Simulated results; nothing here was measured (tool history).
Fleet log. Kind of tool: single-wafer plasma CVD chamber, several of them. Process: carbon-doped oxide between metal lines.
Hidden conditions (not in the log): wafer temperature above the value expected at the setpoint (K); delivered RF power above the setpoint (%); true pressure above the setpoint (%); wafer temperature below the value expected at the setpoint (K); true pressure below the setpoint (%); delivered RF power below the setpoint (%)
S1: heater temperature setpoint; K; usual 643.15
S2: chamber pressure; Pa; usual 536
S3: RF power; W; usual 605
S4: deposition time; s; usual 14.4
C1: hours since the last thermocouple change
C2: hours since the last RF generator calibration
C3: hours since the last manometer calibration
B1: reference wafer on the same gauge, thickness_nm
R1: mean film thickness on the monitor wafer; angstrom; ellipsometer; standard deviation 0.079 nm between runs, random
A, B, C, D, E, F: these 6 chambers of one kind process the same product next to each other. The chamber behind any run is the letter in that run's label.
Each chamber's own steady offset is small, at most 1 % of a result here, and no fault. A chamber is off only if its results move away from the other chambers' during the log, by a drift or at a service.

run   hour      S1   S2   S3    S4      C1      C2      C3      B1      R1
 1E    6.9  643.15  536  605  14.4   174.2  1748.1  1012.6  62.509  771.23
 2A   11.8  643.15  536  605  14.4   151.8  2112.4   372.3  62.505  773.07
 3D   20.6  643.15  536  605  14.4   383.1    1553  2016.9  62.499  773.95
 4C   26.3  643.15  536  605  14.4     380   547.8  1309.5  62.537  773.01
 5F   31.3  643.15  649  605  14.4   315.1   384.5   480.7  62.523  792.29
 6B   37.9  643.15  649  605  14.4  1832.8   618.6   372.1   62.53  797.21
 7F   42.8  643.15  649  605  14.4   326.6     396   492.2  62.538  791.68
 8B   48.3  643.15  649  605  14.4  1843.2     629   382.5  62.539  797.89
 9E   54.8  643.15  649  605  14.4   222.1    1796  1060.5  62.542  793.19
10D   61.2  643.15  649  605  14.4   423.7  1593.6  2057.5  62.583  795.07
11A   70.2  643.15  536  605  14.4   210.2  2170.8   430.7  62.577  774.98
12C   74.9  643.15  536  605  14.4   428.6   596.4  1358.1  62.562  773.86
      77.4  -- chamber A: RF generator calibrated
13E   83.2  643.15  536  605  14.4   250.5  1824.4  1088.9  62.581  772.07
14A   90.9  643.15  536  605  14.4   230.9    13.5   451.4  62.578  773.42
15D   95.2  643.15  536  605  14.4   457.7  1627.6  2091.5  62.575  775.92
16B  101.2  643.15  536  605  14.4  1896.1   681.9   435.4  62.572   779.1
17C  108.7  643.15  536  605  14.4   462.4   630.2  1391.9  62.584  772.64
18F    113  643.15  491  530  14.4   396.8   466.2   562.4  62.604  704.35
19A  122.2  643.15  491  530  14.4   262.2    44.8   482.7  62.607  704.24
20D    129  643.15  491  530  14.4   491.5  1661.4  2125.3  62.615  709.33
     132.4  -- chamber D: RF generator calibrated
21B  133.4  643.15  491  530  14.4  1928.3   714.1   467.6  62.628  710.69
22C  141.2  643.15  491  530  14.4   494.9   662.7  1424.4  62.625  706.59
23E  148.3  643.15  491  530  14.4   315.6  1889.5    1154  62.635  704.53
24F  154.5  643.15  536  605  14.4   438.3   507.7   603.9  62.643  773.46
25A  160.2  643.15  536  605  14.4   300.2    82.8   520.7  62.644  774.62
26D  168.9  636.15  536  645  14.4   531.4    36.6  2165.2  62.657  820.32
27E  173.7  636.15  536  645  14.4     341  1914.9  1179.4  62.652  817.77
28F  178.7  636.15  536  645  14.4   462.5   531.9   628.1   62.65  815.85
29C  183.1  636.15  536  645  14.4   536.8   704.6  1466.3  62.662  819.77
30B  187.2  636.15  536  645  14.4  1982.1   767.9   521.4  62.677  823.78
     190.4  -- chamber E: RF generator calibrated
31F    194  636.15  536  645  14.4   477.8   547.2   643.4  62.683  816.37
32B  201.3  643.15  536  605  14.4  1996.2     782   535.5  62.689  779.89
33E  210.1  643.15  536  605  14.4   377.4    19.7  1215.8    62.7  774.58
     217.6  -- chamber B: RF generator calibrated
34A  219.2  657.15  536  605  14.4   359.2   141.8   579.7  62.704  752.24
35C  228.4  657.15  536  605  14.4   582.1   749.9  1511.6  62.722   751.4
36D  236.6  657.15  536  605  14.4   599.1   104.3  2232.9  62.728  753.87
37C    245  657.15  536  605  14.4   598.7   766.5  1528.2   62.72  750.42
38B    253  657.15  536  605  14.4  2047.9    35.4   587.2  62.748  756.95
       258  -- chamber D: capacitance manometer re-zeroed and calibrated
39D  260.2  657.15  536  605  14.4   622.7   127.9     2.3  62.732  755.86
40A  264.2  643.15  536  605  14.4   404.2   186.8   624.7  62.747  774.83
41E    272  643.15  536  605  14.4   439.3    81.6  1277.7  62.755   775.4
42F  279.1  643.15  536  605  14.4   562.9   632.3   728.5  62.744  774.24

For the next run the whole fleet of 6 chambers uses the same settings. Give each chamber's results:
43A  285.8  643.15  536  645  14.4                   ?
43B  285.8  643.15  536  645  14.4                   ?
43C  285.8  643.15  536  645  14.4                   ?
43D  285.8  643.15  536  645  14.4                   ?
43E  285.8  643.15  536  645  14.4                   ?
43F  285.8  643.15  536  645  14.4                   ?

run      R1
43A  807.97
43B  812.13
43C  807.29
43D  808.22
43E  805.17
43F  805.24
